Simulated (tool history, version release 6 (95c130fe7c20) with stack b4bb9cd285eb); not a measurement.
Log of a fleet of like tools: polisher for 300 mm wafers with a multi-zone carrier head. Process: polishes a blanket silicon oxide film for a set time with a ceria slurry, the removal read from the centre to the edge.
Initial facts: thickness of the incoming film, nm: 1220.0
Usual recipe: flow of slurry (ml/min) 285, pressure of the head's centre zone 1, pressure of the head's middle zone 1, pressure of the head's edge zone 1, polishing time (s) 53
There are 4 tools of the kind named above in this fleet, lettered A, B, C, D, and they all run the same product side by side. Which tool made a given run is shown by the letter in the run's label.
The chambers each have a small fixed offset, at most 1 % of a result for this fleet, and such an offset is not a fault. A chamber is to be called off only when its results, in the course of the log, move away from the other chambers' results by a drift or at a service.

| run | hour | flow of slurry (ml/min) | pressure of the head's centre zone | pressure of the head's middle zone | pressure of the head's edge zone | polishing time (s) | wafers polished on this pad | hours since the slurry nozzle was cleaned | hours since the centre zone pressure was calibrated | hours since the edge zone pressure was calibrated | film removed at the wafer's centre (nm) | film removed at mid-radius (nm) | film removed at the wafer's edge (nm) |
|---|---|---|---|---|---|---|---|---|---|---|---|---|---|
|  | 1.3 | chamber D: worn pad replaced by a new one |
| 1A | 9.2 | 285 | 1 | 1 | 1 | 53 | 445 | 196.2 | 540.8 | 206.8 | 275.32 | 273.68 | 274.18 |
| 2C | 19.3 | 285 | 1 | 1 | 1 | 53 | 286 | 369.4 | 46.1 | 402.3 | 276.53 | 270.26 | 270.9 |
| 3B | 27.8 | 285 | 1 | 1 | 1 | 53 | 534 | 307.6 | 391.1 | 311.2 | 277.42 | 276.08 | 272.32 |
|  | 28.9 | chamber B: worn pad replaced by a new one |
|  | 29 | chamber A: worn pad replaced by a new one |
| 4D | 32.8 | 285 | 1 | 1 | 1 | 53 | 325 | 325.9 | 398.2 | 931.5 | 269.65 | 271.21 | 275.56 |
| 5A | 43.8 | 285 | 1 | 1 | 1 | 53 | 153 | 230.8 | 575.4 | 241.4 | 268.82 | 271.74 | 269.47 |
|  | 51.3 | chamber C: slurry nozzle cleaned |
| 6D | 52.5 | 285 | 1 | 1 | 1 | 53 | 529 | 345.6 | 417.9 | 951.2 | 270.9 | 271.47 | 272.12 |
| 7B | 63.7 | 285 | 1 | 1 | 1 | 53 | 359 | 343.5 | 427 | 347.1 | 276.73 | 272.31 | 274.96 |
| 8C | 72.5 | 285 | 1 | 1 | 1 | 53 | 836 | 21.3 | 99.3 | 455.5 | 275.35 | 271.59 | 276.52 |
|  | 78.9 | chamber D: worn pad replaced by a new one |
|  | 81.8 | chamber B: worn pad replaced by a new one |
| 9A | 82.2 | 285 | 1 | 1 | 1 | 53 | 550 | 269.2 | 613.8 | 279.8 | 271 | 271.31 | 270.72 |
| 10C | 91.1 | 285 | 1 | 1 | 1 | 53 | 1029 | 39.9 | 117.9 | 474.1 | 279.57 | 274.43 | 273.77 |
|  | 91.6 | chamber A: worn pad replaced by a new one |
| 11D | 100.8 | 285 | 1 | 1 | 1 | 53 | 227 | 393.9 | 466.2 | 999.5 | 274.74 | 268.96 | 274.23 |
|  | 101.1 | chamber A: centre zone pressure recalibrated |
|  | 109.2 | chamber C: worn pad replaced by a new one |
| 12B | 110 | 285 | 1 | 1 | 1 | 53 | 292 | 389.8 | 473.3 | 393.4 | 272.34 | 275.2 | 274.27 |
| 13D | 118.9 | 285 | 1 | 1 | 1 | 36 | 414 | 412 | 484.3 | 1017.6 | 183.54 | 183.06 | 185.62 |
| 14A | 124.1 | 285 | 1 | 1 | 1 | 36 | 336 | 311.1 | 23 | 321.7 | 187.81 | 183.77 | 185.44 |
| 15C | 129.3 | 285 | 1 | 1 | 1 | 36 | 208 | 78.1 | 156.1 | 512.3 | 189.4 | 183.07 | 183.58 |
|  | 136.4 | chamber B: worn pad replaced by a new one |
| 16B | 138.6 | 285 | 1 | 1 | 1 | 36 | 23 | 418.4 | 501.9 | 422 | 187.27 | 187.38 | 183.9 |
|  | 138.9 | chamber D: worn pad replaced by a new one |
| 17C | 146.3 | 285 | 1 | 1 | 1 | 53 | 383 | 95.1 | 173.1 | 529.3 | 273.3 | 273.46 | 270.48 |
| 18D | 152.1 | 285 | 1 | 1 | 1 | 53 | 137 | 445.2 | 517.5 | 1050.8 | 270.94 | 270.03 | 276.82 |
|  | 152.6 | chamber A: worn pad replaced by a new one |
| 19A | 161.5 | 285 | 0.9 | 1 | 1 | 41 | 92 | 348.5 | 60.4 | 359.1 | 190.92 | 210.51 | 209.21 |
| 20B | 171.1 | 285 | 0.9 | 1 | 1 | 41 | 359 | 450.9 | 534.4 | 454.5 | 187.18 | 213.37 | 211.03 |
|  | 171.9 | chamber D: edge zone pressure recalibrated |
| 21A | 180.3 | 285 | 0.9 | 1 | 1 | 41 | 287 | 367.3 | 79.2 | 377.9 | 190.91 | 209.36 | 210.25 |
| 22D | 190.2 | 285 | 0.9 | 1 | 1 | 41 | 530 | 483.3 | 555.6 | 18.3 | 188.63 | 208.45 | 210.22 |
|  | 191.2 | chamber B: worn pad replaced by a new one |
| 23C | 198.9 | 285 | 1.04 | 0.94 | 1 | 53 | 927 | 147.7 | 225.7 | 581.9 | 289.55 | 255.91 | 273.99 |
|  | 204.5 | chamber B: slurry nozzle cleaned |
| 24B | 209 | 285 | 1.04 | 0.94 | 1 | 53 | 185 | 4.6 | 572.3 | 492.4 | 287 | 260 | 273.82 |

All 4 chambers run these settings next. Forecast each chamber's results:
| 25A | 217 | 285 | 1 | 1 | 1 | 53 |  |  |  |  | ? | ? | ? |
| 25B | 217 | 285 | 1 | 1 | 1 | 53 |  |  |  |  | ? | ? | ? |
| 25C | 217 | 285 | 1 | 1 | 1 | 53 |  |  |  |  | ? | ? | ? |
| 25D | 217 | 285 | 1 | 1 | 1 | 53 |  |  |  |  | ? | ? | ? |

| run | film removed at the wafer's centre (nm) | film removed at mid-radius (nm) | film removed at the wafer's edge (nm) |
|---|---|---|---|
| 25A | 269.89 | 270.35 | 271.99 |
| 25B | 272.37 | 272.42 | 272.21 |
| 25C | 275.5 | 271.8 | 271.42 |
| 25D | 266.13 | 271 | 275.35 |

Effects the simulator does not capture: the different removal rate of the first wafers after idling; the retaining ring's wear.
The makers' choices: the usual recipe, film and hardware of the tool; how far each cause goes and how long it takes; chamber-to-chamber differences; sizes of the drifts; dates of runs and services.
